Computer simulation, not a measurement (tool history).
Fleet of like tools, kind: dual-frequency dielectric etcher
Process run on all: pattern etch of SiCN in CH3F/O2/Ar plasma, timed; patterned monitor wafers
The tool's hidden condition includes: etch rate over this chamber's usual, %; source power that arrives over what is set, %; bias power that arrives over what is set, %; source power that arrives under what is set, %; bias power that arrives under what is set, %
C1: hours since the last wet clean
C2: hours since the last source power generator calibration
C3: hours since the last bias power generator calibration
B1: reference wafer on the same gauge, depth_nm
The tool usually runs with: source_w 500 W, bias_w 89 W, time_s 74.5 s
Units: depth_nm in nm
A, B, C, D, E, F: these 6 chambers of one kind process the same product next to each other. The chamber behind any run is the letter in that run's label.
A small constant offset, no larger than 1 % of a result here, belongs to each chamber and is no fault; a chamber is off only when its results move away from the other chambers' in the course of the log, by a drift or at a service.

At hour 0.5: chamber B: wet clean of the chamber.
Run 1D, hour 9.7: usual settings; C1 339.8; C2 2364.9; C3 29.1; B1 31.799. Result: depth_nm 32.817 nm.
Run 2A, hour 20.0: usual settings; C1 439.3; C2 2211.8; C3 1910.5; B1 31.801. Result: depth_nm 33.013 nm.
Run 3B, hour 30.4: usual settings; C1 30.0; C2 2813.9; C3 2299.5; B1 31.805. Result: depth_nm 32.960 nm.
At hour 39.4: chamber F: wet clean of the chamber.
Run 4C, hour 39.8: usual settings; C1 82.0; C2 4269.0; C3 301.8; B1 31.799. Result: depth_nm 32.803 nm.
Run 5F, hour 46.1: usual settings; C1 6.8; C2 813.2; C3 2600.5; B1 31.810. Result: depth_nm 32.612 nm.
Run 6E, hour 53.1: usual settings but source_w 420 W, bias_w 108 W; C1 97.2; C2 1104.6; C3 3141.7; B1 31.815. Result: depth_nm 33.301 nm.
Run 7B, hour 59.9: usual settings but source_w 420 W, bias_w 108 W; C1 59.5; C2 2843.4; C3 2329.0; B1 31.802. Result: depth_nm 33.196 nm.
Run 8D, hour 68.4: usual settings but source_w 420 W, bias_w 108 W; C1 398.5; C2 2423.6; C3 87.8; B1 31.788. Result: depth_nm 33.187 nm.
Run 9A, hour 78.7: usual settings but source_w 420 W, bias_w 108 W; C1 498.0; C2 2270.5; C3 1969.2; B1 31.798. Result: depth_nm 33.228 nm.
At hour 80.5: chamber D: wet clean of the chamber.
Run 10F, hour 86.2: usual settings but source_w 420 W, bias_w 108 W; C1 46.9; C2 853.3; C3 2640.6; B1 31.806. Result: depth_nm 32.999 nm.
Run 11E, hour 92.4: usual settings but source_w 420 W, bias_w 108 W; C1 136.5; C2 1143.9; C3 3181.0; B1 31.801. Result: depth_nm 33.305 nm.
Run 12C, hour 100.3: usual settings; C1 142.5; C2 4329.5; C3 362.3; B1 31.812. Result: depth_nm 32.896 nm.
Run 13B, hour 106.4: usual settings; C1 106.0; C2 2889.9; C3 2375.5; B1 31.791. Result: depth_nm 32.826 nm.
Run 14F, hour 116.2: usual settings; C1 76.9; C2 883.3; C3 2670.6; B1 31.796. Result: depth_nm 32.613 nm.
Run 15C, hour 126.7: usual settings; C1 168.9; C2 4355.9; C3 388.7; B1 31.786. Result: depth_nm 32.732 nm.
Run 16D, hour 137.6: usual settings; C1 57.1; C2 2492.8; C3 157.0; B1 31.797. Result: depth_nm 32.805 nm.
Run 17E, hour 145.0: usual settings but bias_w 106 W; C1 189.1; C2 1196.5; C3 3233.6; B1 31.789. Result: depth_nm 35.283 nm.
Run 18A, hour 154.8: usual settings but bias_w 106 W; C1 574.1; C2 2346.6; C3 2045.3; B1 31.806. Result: depth_nm 35.235 nm.
Run 19A, hour 163.9: usual settings but bias_w 106 W; C1 583.2; C2 2355.7; C3 2054.4; B1 31.807. Result: depth_nm 35.104 nm.
Run 20D, hour 170.6: usual settings but bias_w 106 W; C1 90.1; C2 2525.8; C3 190.0; B1 31.787. Result: depth_nm 35.064 nm.
Run 21C, hour 181.1: usual settings but bias_w 106 W; C1 223.3; C2 4410.3; C3 443.1; B1 31.789. Result: depth_nm 34.877 nm.
At hour 186.5: chamber A: wet clean of the chamber.
Run 22F, hour 189.3: usual settings but bias_w 106 W; C1 150.0; C2 956.4; C3 2743.7; B1 31.793. Result: depth_nm 34.976 nm.
At hour 191.9: chamber C: source power generator calibrated.
Run 23E, hour 199.1: usual settings; C1 243.2; C2 1250.6; C3 3287.7; B1 31.776. Result: depth_nm 32.948 nm.
Run 24B, hour 209.3: usual settings; C1 208.9; C2 2992.8; C3 2478.4; B1 31.797. Result: depth_nm 33.039 nm.
Run 25D, hour 218.3: usual settings; C1 137.8; C2 2573.5; C3 237.7; B1 31.799. Result: depth_nm 32.770 nm.
Run 26B, hour 227.4: usual settings; C1 227.0; C2 3010.9; C3 2496.5; B1 31.793. Result: depth_nm 32.811 nm.
Run 27A, hour 233.2: usual settings; C1 46.8; C2 2425.0; C3 2123.7; B1 31.796. Result: depth_nm 33.115 nm.
Run 28F, hour 243.0: usual settings; C1 203.7; C2 1010.1; C3 2797.4; B1 31.783. Result: depth_nm 32.786 nm.
Run 29C, hour 252.8: usual settings; C1 295.0; C2 61.0; C3 514.8; B1 31.791. Result: depth_nm 32.870 nm.
Run 30E, hour 259.7: usual settings; C1 303.8; C2 1311.2; C3 3348.3; B1 31.788. Result: depth_nm 32.998 nm.
Run 31F, hour 265.2: usual settings but source_w 580 W, bias_w 69 W; C1 225.9; C2 1032.3; C3 2819.6; B1 31.800. Result: depth_nm 31.683 nm.
Run 32E, hour 274.5: usual settings but source_w 580 W, bias_w 69 W; C1 318.6; C2 1326.0; C3 3363.1; B1 31.796. Result: depth_nm 31.890 nm.
Run 33A, hour 280.8: usual settings but source_w 580 W, bias_w 69 W; C1 94.4; C2 2472.6; C3 2171.3; B1 31.794. Result: depth_nm 31.811 nm.
Run 34D, hour 289.5: usual settings but source_w 580 W, bias_w 69 W; C1 209.0; C2 2644.7; C3 308.9; B1 31.822. Result: depth_nm 31.668 nm.
Run 35C, hour 295.5: usual settings but source_w 580 W, bias_w 69 W; C1 337.7; C2 103.7; C3 557.5; B1 31.817. Result: depth_nm 31.824 nm.
Run 36B, hour 301.3: usual settings but source_w 580 W, bias_w 69 W; C1 300.9; C2 3084.8; C3 2570.4; B1 31.820. Result: depth_nm 31.675 nm.
Run 37D, hour 309.5: usual settings; C1 229.0; C2 2664.7; C3 328.9; B1 31.801. Result: depth_nm 32.986 nm.
Run 38C, hour 316.4: usual settings but source_w 400 W; C1 358.6; C2 124.6; C3 578.4; B1 31.788. Result: depth_nm 30.282 nm.
Run 39E, hour 325.6: usual settings but source_w 400 W; C1 369.7; C2 1377.1; C3 3414.2; B1 31.789. Result: depth_nm 30.454 nm.
Run 40F, hour 331.2: usual settings but source_w 400 W; C1 291.9; C2 1098.3; C3 2885.6; B1 31.795. Result: depth_nm 30.157 nm.
Run 41B, hour 338.3: usual settings but source_w 400 W; C1 337.9; C2 3121.8; C3 2607.4; B1 31.800. Result: depth_nm 30.409 nm.
Run 42A, hour 347.7: usual settings but source_w 400 W; C1 161.3; C2 2539.5; C3 2238.2; B1 31.784. Result: depth_nm 30.424 nm.

All chambers now run identical settings, listed one chamber a line with results as question marks. What results will each chamber show?
Run 43A, hour 355.5: usual settings but source_w 420 W. Result: depth_nm ?.
Run 43B, hour 355.5: usual settings but source_w 420 W. Result: depth_nm ?.
Run 43C, hour 355.5: usual settings but source_w 420 W. Result: depth_nm ?.
Run 43D, hour 355.5: usual settings but source_w 420 W. Result: depth_nm ?.
Run 43E, hour 355.5: usual settings but source_w 420 W. Result: depth_nm ?.
Run 43F, hour 355.5: usual settings but source_w 420 W. Result: depth_nm ?.

run  depth_nm
43A    31.038
43B    30.783
43C    30.663
43D    30.793
43E    30.873
43F    30.671
